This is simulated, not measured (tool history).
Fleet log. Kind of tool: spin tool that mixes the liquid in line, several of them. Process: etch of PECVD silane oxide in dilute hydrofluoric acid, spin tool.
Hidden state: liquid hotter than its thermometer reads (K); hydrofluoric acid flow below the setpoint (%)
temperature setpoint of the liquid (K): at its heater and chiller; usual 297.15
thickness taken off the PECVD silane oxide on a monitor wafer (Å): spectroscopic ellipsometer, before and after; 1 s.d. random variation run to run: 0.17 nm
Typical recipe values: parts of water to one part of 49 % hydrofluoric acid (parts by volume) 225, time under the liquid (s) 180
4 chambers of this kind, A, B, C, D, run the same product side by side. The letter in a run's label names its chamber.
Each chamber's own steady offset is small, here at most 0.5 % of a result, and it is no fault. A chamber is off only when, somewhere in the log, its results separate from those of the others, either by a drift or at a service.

run,hour,temperature setpoint of the liquid (K),parts of water to one part of 49 % hydrofluoric acid (parts by volume),time under the liquid (s),hours since the thermometer was replaced,hours since the hydrofluoric acid flow meter was replaced,"read-back film thickness of the PECVD silane oxide reference wafer, read on the same gauge (nm)",thickness taken off the PECVD silane oxide on a monitor wafer (Å)
1A,5.8,297.15,225,180,1144.9,624.9,90.010,190.620
2D,14.4,297.15,225,180,179.3,18.6,89.997,185.630
3B,19.3,297.15,225,180,803.1,500.9,89.991,188.660
4C,24.9,297.15,225,180,1308.3,934.4,90.000,189.340
5A,35.7,297.15,225,180,1174.8,654.8,89.980,187.870
# hour 39.3: chamber B: thermometer replaced
6C,42.1,297.15,225,180,1325.5,951.6,90.006,187.050
7D,52.6,297.15,225,180,217.5,56.8,90.007,188.260
8B,57.7,297.15,225,180,18.5,539.3,89.985,188.090
9B,64.1,297.15,225,180,24.9,545.7,89.989,190.130
10C,71.3,297.15,225,180,1354.7,980.8,90.002,189.040
11D,78.7,297.15,225,180,243.6,82.9,89.983,186.160
12A,87.7,297.15,225,180,1226.8,706.8,90.002,184.380
13A,95.0,297.15,225,180,1234.1,714.1,89.987,186.300
14B,100.2,297.15,225,180,61.0,581.8,90.004,190.980
15C,111.4,297.15,225,180,1394.8,1020.9,89.982,187.740
16D,118.0,297.15,225,180,282.9,122.2,89.962,188.420
17C,123.5,297.15,225,180,1406.9,1033.0,89.989,189.060
18D,129.0,297.15,225,180,293.9,133.2,90.011,187.110
19A,138.6,297.15,225,180,1277.7,757.7,89.977,181.330
20B,143.5,297.15,225,180,104.3,625.1,90.022,189.910
21A,152.2,297.15,225,180,1291.3,771.3,89.993,180.290
22B,162.0,297.15,165,180,122.8,643.6,89.982,274.120
23C,169.3,297.15,165,180,1452.7,1078.8,89.987,270.750
24D,177.5,297.15,165,180,342.4,181.7,90.020,273.620
25D,186.3,297.15,165,180,351.2,190.5,89.977,270.420
26A,193.6,297.15,225,180,1332.7,812.7,90.029,173.640
27B,200.6,297.15,225,180,161.4,682.2,89.974,189.270
28C,207.4,297.15,225,180,1490.8,1116.9,90.020,189.030
29D,215.1,297.15,225,180,380.0,219.3,89.976,188.620
30B,224.9,297.15,225,180,185.7,706.5,89.982,186.170
31A,233.6,297.15,225,180,1372.7,852.7,89.997,173.650
32C,239.9,297.15,225,180,1523.3,1149.4,90.010,187.330
33C,250.0,297.15,225,180,1533.4,1159.5,89.978,183.660
34D,257.9,297.15,300,85,422.8,262.1,89.963,61.909
35B,262.9,297.15,300,85,223.7,744.5,89.984,61.278

The same settings go to every chamber for the next run, one line per chamber below. Forecast the results for each:
36A,271.1,297.15,190,180,,,,?
36B,271.1,297.15,190,180,,,,?
36C,271.1,297.15,190,180,,,,?
36D,271.1,297.15,190,180,,,,?

run,thickness taken off the PECVD silane oxide on a monitor wafer (Å)
36A,208.740
36B,231.500
36C,231.520
36D,229.300

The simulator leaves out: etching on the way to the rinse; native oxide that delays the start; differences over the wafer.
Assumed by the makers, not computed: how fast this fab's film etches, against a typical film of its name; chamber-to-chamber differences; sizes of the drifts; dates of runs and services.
